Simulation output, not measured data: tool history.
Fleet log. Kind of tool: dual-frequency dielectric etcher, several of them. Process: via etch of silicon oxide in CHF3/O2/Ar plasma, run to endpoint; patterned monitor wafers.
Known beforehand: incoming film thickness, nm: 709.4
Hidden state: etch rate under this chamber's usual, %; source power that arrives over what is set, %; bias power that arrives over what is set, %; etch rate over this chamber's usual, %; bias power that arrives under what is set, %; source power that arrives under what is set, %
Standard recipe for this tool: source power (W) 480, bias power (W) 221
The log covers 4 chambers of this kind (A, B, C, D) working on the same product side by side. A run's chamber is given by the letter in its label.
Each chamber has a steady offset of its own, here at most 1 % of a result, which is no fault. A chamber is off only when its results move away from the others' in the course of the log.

run   hour  source power (W)  bias power (W)  hours since the last wet clean  hours since the last source power generator calibration  hours since the last bias power generator calibration  endpoint time (s)
 1B   10.3               480             221                           162.5                                                   4198.6                                                  662.5             365.56
 2C   24.5               480             221                           289.0                                                   1430.6                                                  397.7             367.37
 3A   36.5               480             221                            69.4                                                   1311.0                                                 3540.2             363.03
 4D   45.3               480             221                           221.4                                                    670.5                                                 1744.7             362.47
 5A   54.3               480             221                            87.2                                                   1328.8                                                 3558.0             360.11
 6C   65.0               480             221                           329.5                                                   1471.1                                                  438.2             367.58
 7D   75.3               480             188                           251.4                                                    700.5                                                 1774.7             388.36
 8B   83.1               480             188                           235.3                                                   4271.4                                                  735.3             387.00
 9A   96.1               480             188                           129.0                                                   1370.6                                                 3599.8             384.37
10D  109.6               480             188                           285.7                                                    734.8                                                 1809.0             384.98
11B  121.7               480             221                           273.9                                                   4310.0                                                  773.9             366.08
12C  137.2               480             221                           401.7                                                   1543.3                                                  510.4             363.32
13A  148.6               480             221                           181.5                                                   1423.1                                                 3652.3             361.46
14B  159.8               480             221                           312.0                                                   4348.1                                                  812.0             367.44
15C  171.9               480             221                           436.4                                                   1578.0                                                  545.1             367.71
16D  188.1               480             221                           364.2                                                    813.3                                                 1887.5             366.63
17B  198.6               480             221                           350.8                                                   4386.9                                                  850.8             362.17
18A  208.5               480             221                           241.4                                                   1483.0                                                 3712.2             361.27
19D  216.3               480             221                           392.4                                                    841.5                                                 1915.7             365.88
20C  229.4               480             221                           493.9                                                   1635.5                                                  602.6             363.30
21B  237.9               480             221                           390.1                                                   4426.2                                                  890.1             366.86
22A  249.4               480             221                           282.3                                                   1523.9                                                 3753.1             360.28
23D  257.0               480             198                           433.1                                                    882.2                                                 1956.4             378.11
24C  271.2               480             198                           535.7                                                   1677.3                                                  644.4             382.93
25D  278.8               480             198                           454.9                                                    904.0                                                 1978.2             376.63
26A  289.1               480             198                           322.0                                                   1563.6                                                 3792.8             379.27
27C  298.4               480             221                           562.9                                                   1704.5                                                  671.6             365.06
28B  313.9               550             271                           466.1                                                   4502.2                                                  966.1             321.39
29D  325.4               550             271                           501.5                                                    950.6                                                 2024.8             322.05
     331.8  -- chamber A: bias power generator calibrated
30B  341.0               550             271                           493.2                                                   4529.3                                                  993.2             322.72
     341.5  -- chamber D: wet clean of the chamber
31C  357.4               550             271                           621.9                                                   1763.5                                                  730.6             323.13
     363.6  -- chamber B: wet clean of the chamber
32A  369.0               480             221                           401.9                                                   1643.5                                                   37.2             361.96
     371.0  -- chamber C: wet clean of the chamber
33C  376.5               480             221                             5.6                                                   1782.6                                                  749.7             362.80
34B  390.8               480             264                            27.2                                                   4579.1                                                 1043.0             340.61
35D  403.6               480             264                            62.1                                                   1028.8                                                 2103.0             340.14

All 4 chambers run these settings next. Forecast each chamber's results:
36A  415.4               480             181                                                                                                                                                                  ?
36B  415.4               480             181                                                                                                                                                                  ?
36C  415.4               480             181                                                                                                                                                                  ?
36D  415.4               480             181                                                                                                                                                                  ?

run  endpoint time (s)
36A             386.95
36B             390.64
36C             393.05
36D             396.61
